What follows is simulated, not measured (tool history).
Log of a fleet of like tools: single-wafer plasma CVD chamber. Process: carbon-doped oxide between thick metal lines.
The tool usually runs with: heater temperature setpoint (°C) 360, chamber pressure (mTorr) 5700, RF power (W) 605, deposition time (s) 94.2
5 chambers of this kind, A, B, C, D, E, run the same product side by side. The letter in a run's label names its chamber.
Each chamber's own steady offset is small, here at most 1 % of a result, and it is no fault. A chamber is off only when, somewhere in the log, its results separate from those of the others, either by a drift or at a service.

| run | day | heater temperature setpoint (°C) | chamber pressure (mTorr) | RF power (W) | deposition time (s) | hours since the last thermocouple change | hours since the last RF generator calibration | hours since the last manometer calibration | read-back reference wafer on the same gauge, thickness_nm | mean film thickness on the monitor wafer (angstrom) |
|---|---|---|---|---|---|---|---|---|---|---|
| 1B | 0.188 | 360 | 5700 | 605 | 94.2 | 792.7 | 820.5 | 527.6 | 586.04 | 5316.4 |
| 2E | 0.296 | 360 | 5700 | 605 | 94.2 | 1222.6 | 380.8 | 1131.5 | 586.12 | 5300.6 |
| 3C | 0.446 | 360 | 5700 | 605 | 94.2 | 1500.5 | 466.6 | 1352.1 | 586.27 | 5333.4 |
| 4D | 0.592 | 360 | 5700 | 605 | 94.2 | 712.2 | 889.1 | 646.1 | 586.25 | 5287.8 |
| 5A | 0.821 | 360 | 5700 | 670 | 94.2 | 111.5 | 361.9 | 2323.7 | 586.27 | 5610.5 |
| 6E | 1 | 360 | 5700 | 670 | 94.2 | 1239.5 | 397.7 | 1148.4 | 586.38 | 5642.4 |
| 7D | 1.208 | 360 | 5700 | 670 | 94.2 | 727 | 903.9 | 660.9 | 586.35 | 5624.9 |
| 8B | 1.317 | 360 | 5700 | 670 | 94.2 | 819.8 | 847.6 | 554.7 | 586.43 | 5652.9 |
| 9A | 1.429 | 360 | 5700 | 670 | 94.2 | 126.1 | 376.5 | 2338.3 | 586.56 | 5616.5 |
| 10C | 1.612 | 360 | 4530 | 535 | 94.2 | 1528.5 | 494.6 | 1380.1 | 586.62 | 4784.7 |
| 11C | 1.725 | 360 | 4530 | 535 | 94.2 | 1531.2 | 497.3 | 1382.8 | 586.76 | 4779.6 |
| 12E | 1.904 | 360 | 4530 | 535 | 94.2 | 1261.2 | 419.4 | 1170.1 | 586.67 | 4760.7 |
| 13B | 2.042 | 360 | 4530 | 535 | 94.2 | 837.2 | 865 | 572.1 | 586.69 | 4769.4 |
| 14A | 2.267 | 360 | 4530 | 535 | 94.2 | 146.2 | 396.6 | 2358.4 | 586.78 | 4757.6 |
| 15D | 2.383 | 360 | 5700 | 605 | 94.2 | 755.2 | 932.1 | 689.1 | 586.68 | 5298.4 |
| 16B | 2.612 | 360 | 5700 | 605 | 94.2 | 850.9 | 878.7 | 585.8 | 586.96 | 5320.4 |
| 17E | 2.796 | 367 | 5700 | 605 | 79 | 1282.6 | 440.8 | 1191.5 | 587.09 | 4392.2 |
| 18C | 2.983 | 367 | 5700 | 605 | 79 | 1561.4 | 527.5 | 1413 | 587.1 | 4424.9 |
| 19D | 3.104 | 367 | 5700 | 605 | 79 | 772.5 | 949.4 | 706.4 | 587.21 | 4383.1 |
| 20A | 3.271 | 367 | 5700 | 605 | 79 | 170.3 | 420.7 | 2382.5 | 587.14 | 4377.4 |
| 21B | 3.375 | 367 | 5700 | 605 | 79 | 869.2 | 897 | 604.1 | 587.24 | 4407.1 |
| 22C | 3.579 | 372 | 6480 | 605 | 94.2 | 1575.7 | 541.8 | 1427.3 | 587.13 | 5292.3 |
| 23E | 3.733 | 372 | 6480 | 605 | 94.2 | 1305.1 | 463.3 | 1214 | 587.42 | 5253.2 |
| 24D | 3.925 | 372 | 6480 | 605 | 94.2 | 792.2 | 969.1 | 726.1 | 587.31 | 5250.9 |
| 25A | 4.046 | 372 | 6480 | 605 | 94.2 | 188.9 | 439.3 | 2401.1 | 587.31 | 5235.2 |
| 26C | 4.271 | 372 | 6480 | 605 | 94.2 | 1592.3 | 558.4 | 1443.9 | 587.55 | 5291.9 |
| 27B | 4.462 | 360 | 5220 | 605 | 78.6 | 895.3 | 923.1 | 630.2 | 587.61 | 4400.5 |
| 28D | 4.567 | 360 | 5220 | 605 | 78.6 | 807.6 | 984.5 | 741.5 | 587.58 | 4383 |
| 29E | 4.733 | 360 | 5220 | 605 | 78.6 | 1329.1 | 487.3 | 1238 | 587.6 | 4384.9 |
| 30A | 4.883 | 360 | 5220 | 605 | 78.6 | 209 | 459.4 | 2421.2 | 587.56 | 4379.9 |
| 31A | 5.096 | 360 | 5220 | 605 | 78.6 | 214.1 | 464.5 | 2426.3 | 587.85 | 4373.4 |
| 32B | 5.312 | 360 | 4460 | 605 | 94.2 | 915.7 | 943.5 | 650.6 | 587.74 | 5131.9 |
| 33E | 5.521 | 360 | 4460 | 605 | 94.2 | 1348 | 506.2 | 1256.9 | 587.98 | 5136.3 |
| 34C | 5.738 | 360 | 4460 | 605 | 94.2 | 1627.5 | 593.6 | 1479.1 | 587.98 | 5159 |
| 35D | 5.912 | 360 | 4460 | 605 | 94.2 | 839.9 | 1016.8 | 773.8 | 587.96 | 5121.1 |
| 36C | 6.142 | 360 | 4460 | 605 | 94.2 | 1637.2 | 603.3 | 1488.8 | 588 | 5147.9 |
| 37E | 6.342 | 360 | 5700 | 605 | 94.2 | 1367.7 | 525.9 | 1276.6 | 588.25 | 5327.7 |
| 38D | 6.538 | 360 | 5700 | 605 | 94.2 | 854.9 | 1031.8 | 788.8 | 588.2 | 5309.7 |
| 39A | 6.712 | 370 | 5700 | 605 | 94.2 | 252.9 | 503.3 | 2465.1 | 588.41 | 5187.6 |
| 40B | 6.812 | 370 | 5700 | 605 | 94.2 | 951.7 | 979.5 | 686.6 | 588.39 | 5234.7 |
| 41B | 7.012 | 370 | 5700 | 605 | 94.2 | 956.5 | 984.3 | 691.4 | 588.57 | 5225.1 |

Read the log: is a single chamber off, either drifting away or since a service, is the gauge that measures every chamber drifting, or is nothing wrong beyond small per-chamber offsets? Name any odd chamber and what most likely caused it.

The shared gauge is drifting. All chambers look as if they move in step, but none is off.
Cause: gauge reads high (%) = 0.43.

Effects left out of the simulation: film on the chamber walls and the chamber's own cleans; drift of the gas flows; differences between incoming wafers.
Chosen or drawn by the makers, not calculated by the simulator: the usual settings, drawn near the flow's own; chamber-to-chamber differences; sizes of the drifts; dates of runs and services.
